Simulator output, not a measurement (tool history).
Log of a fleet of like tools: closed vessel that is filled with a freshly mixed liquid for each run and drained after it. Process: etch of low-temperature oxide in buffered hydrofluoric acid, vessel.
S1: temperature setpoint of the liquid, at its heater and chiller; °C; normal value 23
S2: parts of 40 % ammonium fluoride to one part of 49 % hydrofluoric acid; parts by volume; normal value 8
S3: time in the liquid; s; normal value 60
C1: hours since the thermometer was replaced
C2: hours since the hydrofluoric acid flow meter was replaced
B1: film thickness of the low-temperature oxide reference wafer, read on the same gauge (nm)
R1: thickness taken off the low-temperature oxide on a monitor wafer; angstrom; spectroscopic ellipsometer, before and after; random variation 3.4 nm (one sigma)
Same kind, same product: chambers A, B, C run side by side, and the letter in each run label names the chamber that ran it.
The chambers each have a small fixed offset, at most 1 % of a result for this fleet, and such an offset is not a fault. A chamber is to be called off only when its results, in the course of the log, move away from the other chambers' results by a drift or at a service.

Run 1B, day 0.271: usual settings; C1 371.8; C2 204.6; B1 69.981. Result: R1 4491.3 angstrom.
Run 2A, day 0.496: usual settings; C1 519.5; C2 1813.3; B1 69.963. Result: R1 4410.2 angstrom.
Run 3C, day 0.854: usual settings; C1 1000.3; C2 440.2; B1 69.993. Result: R1 4345.4 angstrom.
Run 4B, day 1.092: usual settings; C1 391.5; C2 224.3; B1 69.95. Result: R1 4461.9 angstrom.
Run 5A, day 1.254: usual settings; C1 537.7; C2 1831.5; B1 69.974. Result: R1 4343 angstrom.
Run 6C, day 1.442: usual settings; C1 1014.4; C2 454.3; B1 70.024. Result: R1 4378.1 angstrom.
Run 7A, day 1.788: usual settings; C1 550.5; C2 1844.3; B1 69.946. Result: R1 4366.8 angstrom.
Run 8B, day 1.979: usual settings; C1 412.8; C2 245.6; B1 70.038. Result: R1 4457.3 angstrom.
Run 9C, day 2.15: usual settings; C1 1031.4; C2 471.3; B1 70.003. Result: R1 4420.2 angstrom.
Run 10C, day 2.404: usual settings; C1 1037.5; C2 477.4; B1 69.958. Result: R1 4450.9 angstrom.
Run 11A, day 2.675: usual settings but S1 20 °C, S3 80 s; C1 571.8; C2 1865.6; B1 69.962. Result: R1 4845.2 angstrom.
Run 12B, day 3.046: usual settings but S1 20 °C, S3 80 s; C1 438.4; C2 271.2; B1 69.977. Result: R1 5065.5 angstrom.
Run 13A, day 3.288: usual settings but S1 20 °C, S3 80 s; C1 586.5; C2 1880.3; B1 70.033. Result: R1 4714.3 angstrom.
Run 14B, day 3.55: usual settings; C1 450.5; C2 283.3; B1 69.922. Result: R1 4515.1 angstrom.
Run 15C, day 3.717: usual settings; C1 1069; C2 508.9; B1 69.941. Result: R1 4385.5 angstrom.
Run 16A, day 3.892: usual settings; C1 601; C2 1894.8; B1 70.046. Result: R1 4204.8 angstrom.
Run 17C, day 4.154: usual settings; C1 1079.5; C2 519.4; B1 69.986. Result: R1 4405.2 angstrom.
Run 18B, day 4.5: usual settings; C1 473.3; C2 306.1; B1 70.006. Result: R1 4518.7 angstrom.
Run 19A, day 4.854: usual settings; C1 624.1; C2 1917.9; B1 70.061. Result: R1 4123.7 angstrom.
Run 20C, day 5.092: usual settings; C1 1102; C2 541.9; B1 69.956. Result: R1 4368.2 angstrom.

All chambers now run identical settings, listed one chamber a line with results as question marks. What results will each chamber show?
Run 21A, day 5.358: usual settings. Result: R1 ?.
Run 21B, day 5.358: usual settings. Result: R1 ?.
Run 21C, day 5.358: usual settings. Result: R1 ?.

run      R1
21A  4075.6
21B    4423
21C  4422.2
